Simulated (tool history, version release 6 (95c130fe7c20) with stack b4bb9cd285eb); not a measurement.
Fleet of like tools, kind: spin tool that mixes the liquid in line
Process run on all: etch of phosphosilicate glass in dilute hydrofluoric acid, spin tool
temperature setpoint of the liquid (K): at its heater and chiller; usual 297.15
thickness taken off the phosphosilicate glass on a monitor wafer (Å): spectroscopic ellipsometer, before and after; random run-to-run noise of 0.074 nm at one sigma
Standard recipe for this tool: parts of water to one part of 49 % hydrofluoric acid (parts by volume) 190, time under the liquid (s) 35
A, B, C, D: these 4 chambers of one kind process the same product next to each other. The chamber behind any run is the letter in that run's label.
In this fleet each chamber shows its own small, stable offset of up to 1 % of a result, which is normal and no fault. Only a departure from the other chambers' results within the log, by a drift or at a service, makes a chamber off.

run,hour,temperature setpoint of the liquid (K),parts of water to one part of 49 % hydrofluoric acid (parts by volume),time under the liquid (s),hours since the thermometer was replaced,hours since the hydrofluoric acid flow meter was replaced,"read-back film thickness of the phosphosilicate glass reference wafer, read on the same gauge (nm)",thickness taken off the phosphosilicate glass on a monitor wafer (Å)
1C,13.5,297.15,190,35,2819.8,521.8,99.992,102.64
2A,25.4,297.15,190,35,804.5,1182.1,100.02,102.55
3D,33.5,297.15,190,35,903.4,1293,100.03,100.09
4B,45,297.15,190,35,2171.9,905.1,99.947,101.51
5C,59,297.15,190,35,2865.3,567.3,99.981,102.19
6B,70.2,297.15,190,35,2197.1,930.3,99.99,101.61
7D,80.2,297.15,190,35,950.1,1339.7,99.965,101.2
8A,94.1,297.15,190,35,873.2,1250.8,100,102.19
9B,104.1,297.15,190,35,2231,964.2,100.03,101.83
10D,110.8,297.15,190,35,980.7,1370.3,99.996,101.05
11C,120.3,297.15,190,35,2926.6,628.6,100.03,101.85
12A,131.6,297.15,190,35,910.7,1288.3,100.03,103.07
13A,138.8,297.15,190,25,917.9,1295.5,100.03,73.232
14D,148.1,297.15,190,25,1018,1407.6,99.961,73.031
15B,157.3,297.15,190,25,2284.2,1017.4,100.02,71.827
16C,164.1,297.15,190,25,2970.4,672.4,100.03,72.866
17A,174.3,297.15,190,35,953.4,1331,100.06,103.32
18B,182.5,297.15,190,35,2309.4,1042.6,100.01,101.35
19D,196.6,297.15,190,35,1066.5,1456.1,100.01,103.23
20C,207.7,298.65,190,35,3014,716,100.04,109.34
21A,216.2,298.65,190,35,995.3,1372.9,100,108.51
22C,226,298.65,190,35,3032.3,734.3,100.05,109.08
23B,238.5,298.65,190,35,2365.4,1098.6,100.06,107.18
24D,249.9,297.15,190,35,1119.8,1509.4,99.977,105.74
25D,258.7,299.15,190,50,1128.6,1518.2,99.981,163.48
26B,268.5,299.15,190,50,2395.4,1128.6,99.989,154.03
27A,276.1,299.15,190,50,1055.2,1432.8,100.02,157.41
# hour 276.4: chamber C: thermometer replaced
# hour 278.5: chamber D: hydrofluoric acid flow meter replaced
28C,289,299.15,190,50,12.6,797.3,100.01,155.24
29B,300,297.15,190,35,2426.9,1160.1,99.95,101.13
30D,310,297.15,190,35,1179.9,31.5,100.05,110.95
31A,319.8,297.15,190,35,1098.9,1476.5,99.972,103.16
32C,326.2,294.65,190,35,49.8,834.5,100.04,92.735

Decide between three cases: one chamber stands off from its peers, the gauge reading all wafers drifts, or nothing is wrong past each chamber's small offset. Where a chamber is off, say which and what most likely put it there.

It is chamber D that slowly wanders off from its peers.
Most likely cause: liquid hotter than its thermometer reads (K) = 2.5.

Which of the 4 candidates below, each the usual settings with something changed and its results left as question marks, puts chamber D back in line with what the other chambers give on the usual settings?
Counts as in line when no further than this from what the other chambers average on the usual settings: thickness taken off the phosphosilicate glass on a monitor wafer (Å) 2.6
33D-1,336.3,296.65,210,35,,,,?
33D-2,336.3,299.65,190,35,,,,?
33D-3,336.3,294.65,190,35,,,,?
33D-4,336.3,300.65,190,35,,,,?

What the other chambers average on the usual settings: thickness taken off the phosphosilicate glass on a monitor wafer (Å) 102.18
run,thickness taken off the phosphosilicate glass on a monitor wafer (Å)
33D-1,96.894
33D-2,121.63
33D-3,101.74
33D-4,125.92
33D-3 brings the chamber back in line.
